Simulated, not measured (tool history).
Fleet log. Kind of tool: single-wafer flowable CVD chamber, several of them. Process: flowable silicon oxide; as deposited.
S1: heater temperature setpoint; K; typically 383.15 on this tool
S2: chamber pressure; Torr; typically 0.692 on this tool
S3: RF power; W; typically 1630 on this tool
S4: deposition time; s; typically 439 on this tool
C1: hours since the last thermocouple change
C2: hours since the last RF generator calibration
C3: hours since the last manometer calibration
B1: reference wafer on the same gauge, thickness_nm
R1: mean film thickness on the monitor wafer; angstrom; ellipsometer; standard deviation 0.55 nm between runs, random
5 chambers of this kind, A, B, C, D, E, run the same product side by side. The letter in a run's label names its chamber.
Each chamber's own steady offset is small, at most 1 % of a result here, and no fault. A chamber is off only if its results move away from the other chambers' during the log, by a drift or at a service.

run	day	S1	S2	S3	S4	C1	C2	C3	B1	R1
1E	0.133	383.15	0.692	1630	439	772.9	626.4	563.5	125.00	1494.4
2C	0.367	383.15	0.692	1630	439	907.9	1238.2	17.1	125.10	1481.1
3A	0.579	383.15	0.692	1630	439	560.7	739.4	676.3	124.99	1494.5
4D	0.817	383.15	0.692	1630	439	534.7	540.8	86.6	124.98	1515.6
5B	0.938	383.15	0.692	1630	439	1180.1	1666.8	1099.8	125.10	1481.0
6A	1.092	383.15	0.692	1630	439	573.0	751.7	688.6	125.00	1505.3
7C	1.317	383.15	0.692	1630	439	930.7	1261.0	39.9	124.97	1487.8
8B	1.483	383.15	0.692	1630	439	1193.2	1679.9	1112.9	125.08	1500.3
9E	1.679	383.15	0.692	1630	439	810.0	663.5	600.6	125.03	1494.6
10D	1.808	383.15	0.692	1630	439	558.5	564.6	110.4	125.04	1501.3
11B	2.050	383.15	0.692	1630	439	1206.8	1693.5	1126.5	124.99	1487.6
12E	2.183	383.15	0.692	1630	439	822.1	675.6	612.7	124.86	1496.0
13C	2.300	383.15	0.692	1630	439	954.3	1284.6	63.5	124.99	1492.1
14D	2.500	383.15	0.692	1630	439	575.1	581.2	127.0	124.99	1499.6
15A	2.633	383.15	0.540	1820	439	610.0	788.7	725.6	124.94	1103.1
16B	2.758	383.15	0.540	1820	439	1223.8	1710.5	1143.5	124.95	1089.2
17E	2.950	383.15	0.540	1820	439	840.5	694.0	631.1	125.02	1097.4
18C	3.121	383.15	0.540	1820	439	974.0	1304.3	83.2	125.07	1101.8
19D	3.238	383.15	0.540	1820	439	592.8	598.9	144.7	125.06	1107.6
20A	3.425	372.15	0.692	1630	439	629.0	807.7	744.6	125.04	2161.9
21C	3.638	372.15	0.692	1630	439	986.4	1316.7	95.6	125.04	2141.9
22E	3.817	372.15	0.692	1630	439	861.3	714.8	651.9	125.03	2183.7
23A	3.954	372.15	0.692	1630	439	641.7	820.4	757.3	125.04	2169.5
24D	4.104	372.15	0.692	1630	439	613.6	619.7	165.5	124.99	2181.3
25B	4.242	383.15	0.692	1630	439	1259.4	1746.1	1179.1	125.00	1492.4
26E	4.400	383.15	0.692	1630	439	875.3	728.8	665.9	125.05	1498.9
27C	4.567	383.15	0.692	1630	504	1008.7	1339.0	117.9	125.08	1714.9
28D	4.779	383.15	0.692	1630	504	629.8	635.9	181.7	124.94	1725.6
29A	4.988	383.15	0.692	1630	504	666.5	845.2	782.1	124.80	1720.8
30B	5.196	383.15	0.692	1630	504	1282.3	1769.0	1202.0	125.05	1714.1
31C	5.354	383.15	0.692	1630	504	1027.6	1357.9	136.8	125.05	1707.6
32A	5.496	383.15	0.692	1630	439	678.7	857.4	794.3	124.95	1500.7

Each of the 5 chambers runs these same settings next. Fill in every chamber's results:
33A	5.675	383.15	0.692	1630	439					?
33B	5.675	383.15	0.692	1630	439					?
33C	5.675	383.15	0.692	1630	439					?
33D	5.675	383.15	0.692	1630	439					?
33E	5.675	383.15	0.692	1630	439					?

run	R1
33A	1493.1
33B	1489.2
33C	1504.8
33D	1495.5
33E	1496.8
